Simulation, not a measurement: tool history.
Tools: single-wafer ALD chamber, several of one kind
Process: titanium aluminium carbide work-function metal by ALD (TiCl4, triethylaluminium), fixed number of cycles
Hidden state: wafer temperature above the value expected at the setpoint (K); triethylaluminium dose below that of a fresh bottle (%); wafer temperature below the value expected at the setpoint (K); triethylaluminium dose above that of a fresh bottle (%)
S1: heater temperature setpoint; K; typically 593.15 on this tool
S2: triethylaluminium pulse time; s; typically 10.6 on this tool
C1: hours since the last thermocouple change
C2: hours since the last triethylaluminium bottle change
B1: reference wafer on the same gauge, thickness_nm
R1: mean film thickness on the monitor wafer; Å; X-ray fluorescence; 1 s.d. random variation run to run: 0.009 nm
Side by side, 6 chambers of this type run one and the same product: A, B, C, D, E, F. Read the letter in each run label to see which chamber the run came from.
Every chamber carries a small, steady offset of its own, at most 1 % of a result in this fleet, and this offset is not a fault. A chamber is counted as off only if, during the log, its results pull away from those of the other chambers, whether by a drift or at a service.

run,day,S1,S2,C1,C2,B1,R1
1A,0.375,593.15,10.6,1308.6,362.5,2.2382,22.029
2F,0.658,593.15,10.6,595.6,901.9,2.2398,22.023
3E,1.133,593.15,10.6,949.2,609.8,2.2408,21.81
# day 1.3: chamber B: triethylaluminium bottle replaced
4B,1.483,593.15,10.6,768.6,4.5,2.2399,21.736
5C,1.879,593.15,10.6,1052.6,246.2,2.2413,21.959
6D,2.292,583.15,14.29,1662.8,303,2.2424,21.315
7D,2.712,583.15,14.29,1672.9,313.1,2.2403,21.214
8F,3.079,583.15,14.29,653.7,960,2.242,21.575
9B,3.442,583.15,14.29,815.6,51.5,2.2398,21.175
10E,3.821,583.15,14.29,1013.7,674.3,2.2412,21.216
11A,4.133,583.15,14.29,1398.8,452.7,2.2403,21.368
12C,4.592,593.15,10.6,1117.7,311.3,2.239,21.996
13C,5.075,593.15,10.6,1129.3,322.9,2.2376,21.807
14E,5.475,593.15,10.6,1053.4,714,2.2404,21.732
15A,5.854,593.15,10.6,1440.1,494,2.2367,21.9
16B,6.075,593.15,10.6,878.8,114.7,2.2389,21.663
17F,6.504,593.15,10.6,735.9,1042.2,2.2393,22.034
18D,6.958,593.15,10.6,1774.8,415,2.2395,21.747
19D,7.271,593.15,10.6,1782.3,422.5,2.2431,21.791
20A,7.554,593.15,10.6,1480.9,534.8,2.2402,22.048
21E,7.979,593.15,10.6,1113.5,774.1,2.2391,21.698
22B,8.404,593.15,10.6,934.7,170.6,2.2407,21.701
23C,8.638,588.15,13.05,1214.8,408.4,2.2378,21.68
24F,9.129,588.15,13.05,798.9,1105.2,2.2418,21.901
25F,9.596,588.15,13.05,810.1,1116.4,2.2411,21.91
26B,10.029,588.15,13.05,973.7,209.6,2.2407,21.469
27A,10.438,588.15,13.05,1550.1,604,2.239,21.874
28D,10.879,588.15,13.05,1868.9,509.1,2.2401,21.495
29E,11.325,593.15,10.6,1193.8,854.4,2.2398,21.542
30C,11.683,593.15,7.13,1287.9,481.5,2.2407,20.491
31C,12.096,593.15,7.13,1297.8,491.4,2.2392,20.556
32F,12.45,593.15,7.13,878.6,1184.9,2.2414,20.59
33D,12.946,593.15,7.13,1918.5,558.7,2.2375,20.208
34A,13.412,593.15,7.13,1621.5,675.4,2.2395,20.532
35B,13.742,593.15,7.13,1062.8,298.7,2.2378,20.19
36E,14.138,593.15,10.6,1261.3,921.9,2.2392,21.523
37C,14.425,593.15,10.6,1353.7,547.3,2.2387,21.842
38A,14.796,602.15,13.52,1654.7,708.6,2.2388,23.063

Read the log: is a single chamber off, either drifting away or since a service, is the gauge that measures every chamber drifting, or is nothing wrong beyond small per-chamber offsets? Name any odd chamber and what most likely caused it.

It is chamber E that slowly wanders off from its peers.
Most likely cause: triethylaluminium dose below that of a fresh bottle (%) = 17.7.
Not necessarily distinguishable in this log from: wafer temperature below the value expected at the setpoint (K).

Here are 4 candidates for chamber E's next run, each the usual settings with a change, their results left as question marks. Which one brings its results back in line with what the others give on the usual settings?
Maximum distance from the other chambers' mean on the usual settings for a result to count as in line: R1 0.32 Å
39E-1,15.167,600.15,12.7,,,,?
39E-2,15.167,599.15,10.6,,,,?
39E-3,15.167,590.15,9.69,,,,?
39E-4,15.167,588.15,9.07,,,,?

Average result of the remaining chambers running the usual settings: R1 21.838 Å
run,R1
39E-1,22.47
39E-2,21.866
39E-3,20.77
39E-4,20.327
The right change is 39E-2: it brings the chamber back within the allowed miss of the others.

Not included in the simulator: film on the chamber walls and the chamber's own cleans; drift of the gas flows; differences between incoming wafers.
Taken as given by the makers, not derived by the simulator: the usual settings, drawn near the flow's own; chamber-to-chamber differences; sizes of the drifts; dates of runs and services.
